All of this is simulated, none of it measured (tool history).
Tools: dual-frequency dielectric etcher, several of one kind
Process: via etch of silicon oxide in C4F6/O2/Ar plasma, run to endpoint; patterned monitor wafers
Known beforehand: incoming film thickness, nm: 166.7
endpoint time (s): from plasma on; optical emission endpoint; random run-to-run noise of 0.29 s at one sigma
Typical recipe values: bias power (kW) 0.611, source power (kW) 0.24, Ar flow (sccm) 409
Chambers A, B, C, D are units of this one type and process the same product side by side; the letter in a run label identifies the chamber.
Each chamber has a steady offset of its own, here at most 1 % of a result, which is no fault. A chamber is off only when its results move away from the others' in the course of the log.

run     day  bias power (kW)  source power (kW)  Ar flow (sccm)  hours since the last wet clean  hours since the last bias power generator calibration  hours since the last source power generator calibration  hours since the last Ar flow controller change  endpoint time (s)
 1C   0.254            0.611               0.24             409                             8.1                                                  282.5                                                   1244.8                                          1986.2             42.098
 2A   0.604            0.611               0.24             409                            50.1                                                 2156.3                                                   2830.8                                          1009.4             43.041
 3D   1.088            0.611               0.24             409                           243.9                                                  236.4                                                    350.3                                          1050.4             43.104
 4B   1.642            0.611               0.24             409                           305.4                                                 1382.3                                                    671.8                                          3654.8             42.161
 5D   2.162            0.611               0.24             409                           269.7                                                  262.2                                                    376.1                                          1076.2             42.616
 6C   2.571            0.611               0.24             409                            63.7                                                  338.1                                                   1300.4                                          2041.8             42.625
 7A   2.933            0.611               0.24             409                             106                                                 2212.2                                                   2886.7                                          1065.3             41.852
 8B   3.358            0.611               0.24             409                           346.6                                                 1423.5                                                      713                                            3696             41.904
 9B   3.854            0.611               0.24             409                           358.5                                                 1435.4                                                    724.9                                          3707.9             41.959
10A   4.383            0.692               0.24             409                           140.8                                                   2247                                                   2921.5                                          1100.1             40.367
11C   4.833            0.692               0.24             409                             118                                                  392.4                                                   1354.7                                          2096.1             39.965
12D   5.133            0.692               0.24             409                             341                                                  333.5                                                    447.4                                          1147.5             40.349
      5.158  -- chamber A: bias power generator calibrated
13A   5.688            0.692               0.24             409                           172.1                                                   12.8                                                   2952.8                                          1131.4             40.123
      5.992  -- chamber D: wet clean of the chamber
14C   6.075            0.611               0.24             409                           147.8                                                  422.2                                                   1384.5                                          2125.9             42.485
15B   6.383            0.611               0.24             409                           419.2                                                 1496.1                                                    785.6                                          3768.6             41.507
16D   6.821            0.611               0.24             409                            19.9                                                    374                                                    487.9                                            1188             42.552
17A   7.183            0.611               0.24             409                             208                                                   48.7                                                   2988.7                                          1167.3             42.172
18C   7.608            0.611               0.24             409                           184.6                                                    459                                                   1421.3                                          2162.7             42.349
19D   8.188            0.611               0.24             409                            52.7                                                  406.8                                                    520.7                                          1220.8             42.299
20B   8.671            0.611               0.28             455                           474.1                                                   1551                                                    840.5                                          3823.5             38.896
21D   8.938            0.611               0.28             455                            70.7                                                  424.8                                                    538.7                                          1238.8             40.367
22B   9.333            0.611               0.28             455                             490                                                 1566.9                                                    856.4                                          3839.4             39.259
23A   9.771            0.611               0.28             455                           270.1                                                  110.8                                                   3050.8                                          1229.4             40.102
24C  10.233            0.611               0.24             409                           247.6                                                    522                                                   1484.3                                          2225.7             42.484
25D  10.525            0.611               0.24             409                           108.8                                                  462.9                                                    576.8                                          1276.9             41.925
26A  11.067            0.611               0.24             409                           301.2                                                  141.9                                                   3081.9                                          1260.5             41.976
27B  11.558            0.611               0.24             409                           543.4                                                 1620.3                                                    909.8                                          3892.8             40.464
28C  11.879            0.611               0.24             409                           287.1                                                  561.5                                                   1523.8                                          2265.2             42.463
29A  12.354            0.611               0.24             409                           332.1                                                  172.8                                                   3112.8                                          1291.4             41.922
30B  12.667            0.611               0.24             409                             570                                                 1646.9                                                    936.4                                          3919.4             40.709
31D  12.983            0.611               0.24             409                           167.8                                                  521.9                                                    635.8                                          1335.9             42.555
32C  13.429            0.611               0.24             409                           324.3                                                  598.7                                                     1561                                          2302.4             42.193

For the next run the whole fleet of 4 chambers uses the same settings. Give each chamber's results:
33A  13.85            0.611               0.24             409                                                                                                                                                                                                                  ?
33B  13.85            0.611               0.24             409                                                                                                                                                                                                                  ?
33C  13.85            0.611               0.24             409                                                                                                                                                                                                                  ?
33D  13.85            0.611               0.24             409                                                                                                                                                                                                                  ?

run  endpoint time (s)
33A             42.263
33B             40.915
33C             42.287
33D             42.708
